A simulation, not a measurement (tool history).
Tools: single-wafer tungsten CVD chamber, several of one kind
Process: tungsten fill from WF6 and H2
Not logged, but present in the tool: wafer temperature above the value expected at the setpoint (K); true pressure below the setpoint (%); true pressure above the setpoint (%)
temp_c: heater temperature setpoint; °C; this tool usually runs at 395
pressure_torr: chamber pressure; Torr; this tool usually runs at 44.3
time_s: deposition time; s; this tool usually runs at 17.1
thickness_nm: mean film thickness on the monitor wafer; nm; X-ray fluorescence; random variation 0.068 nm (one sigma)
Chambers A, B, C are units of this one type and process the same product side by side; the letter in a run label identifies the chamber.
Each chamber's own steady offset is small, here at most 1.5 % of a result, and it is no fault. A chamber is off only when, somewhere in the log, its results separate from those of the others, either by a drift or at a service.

run	day	temp_c	pressure_torr	time_s	hours since the last thermocouple change	hours since the last manometer calibration	read-back reference wafer on the same gauge, thickness_nm	thickness_nm
1B	0.629	395	44.3	17.1	230.9	2083.5	61.220	53.593
2A	1.225	395	44.3	17.1	1894.0	1794.9	61.214	53.988
3C	1.712	395	44.3	17.1	493.5	590.0	61.223	53.447
4C	2.362	395	44.3	17.1	509.1	605.6	61.229	53.549
5B	2.912	402	44.3	17.1	285.7	2138.3	61.260	61.213
6A	3.462	402	44.3	17.1	1947.7	1848.6	61.276	61.400
7A	3.812	402	44.3	17.1	1956.1	1857.0	61.253	61.340
8B	4.262	395	44.3	17.1	318.1	2170.7	61.266	53.798
9C	4.612	395	44.3	17.1	563.1	659.6	61.269	53.634
10C	5.262	395	44.3	17.1	578.7	675.2	61.313	53.631
11B	5.746	395	44.3	17.1	353.7	2206.3	61.318	53.705
12A	6.204	395	44.3	17.1	2013.5	1914.4	61.288	54.063
13A	6.571	395	44.3	17.1	2022.3	1923.2	61.315	54.124
14C	6.900	395	44.3	17.1	618.0	714.5	61.310	53.522
15B	7.400	395	44.3	17.1	393.4	2246.0	61.320	53.697
16A	7.942	395	44.3	17.1	2055.2	1956.1	61.355	54.300
17C	8.292	395	44.3	17.1	651.4	747.9	61.337	53.711
18B	8.858	395	44.3	17.1	428.4	2281.0	61.346	53.724
19B	9.442	395	44.3	17.1	442.4	2295.0	61.376	53.746
20A	10.025	395	44.3	17.1	2105.2	2006.1	61.358	54.245
21C	10.662	395	44.3	17.1	708.3	804.8	61.375	53.547
# day 10.733: chamber C: capacitance manometer re-zeroed and calibrated
22A	11.300	395	44.3	17.1	2135.8	2036.7	61.397	54.152
23C	11.896	395	53.4	19.0	737.9	28.0	61.397	64.976
24B	12.488	395	53.4	19.0	515.5	2368.1	61.414	65.176
25C	12.988	395	53.4	19.0	764.1	54.2	61.420	64.871
26B	13.608	395	44.3	17.1	542.4	2395.0	61.428	53.708
27A	14.096	395	44.3	17.1	2202.9	2103.8	61.457	54.307
28A	14.617	395	44.3	17.1	2215.4	2116.3	61.455	54.290
# day 14.783: chamber A: capacitance manometer re-zeroed and calibrated
29C	15.221	395	44.3	17.1	817.7	107.8	61.458	53.778
30B	15.725	404	44.3	17.1	593.2	2445.8	61.473	63.677
31B	16.304	404	44.3	17.1	607.1	2459.7	61.502	63.695
# day 16.712: chamber A: thermocouple changed; heater temperature recalibrated
32C	16.871	404	44.3	17.1	857.3	147.4	61.484	63.574
33A	17.417	395	44.3	17.1	17.0	63.3	61.492	54.429
34C	18.000	395	44.3	17.1	884.4	174.5	61.501	53.783

Predict what each chamber gives when all 3 of them run the settings below next.
35A	18.483	395	44.3	17.1				?
35B	18.483	395	44.3	17.1				?
35C	18.483	395	44.3	17.1				?

run	thickness_nm
35A	54.234
35B	53.797
35C	53.631
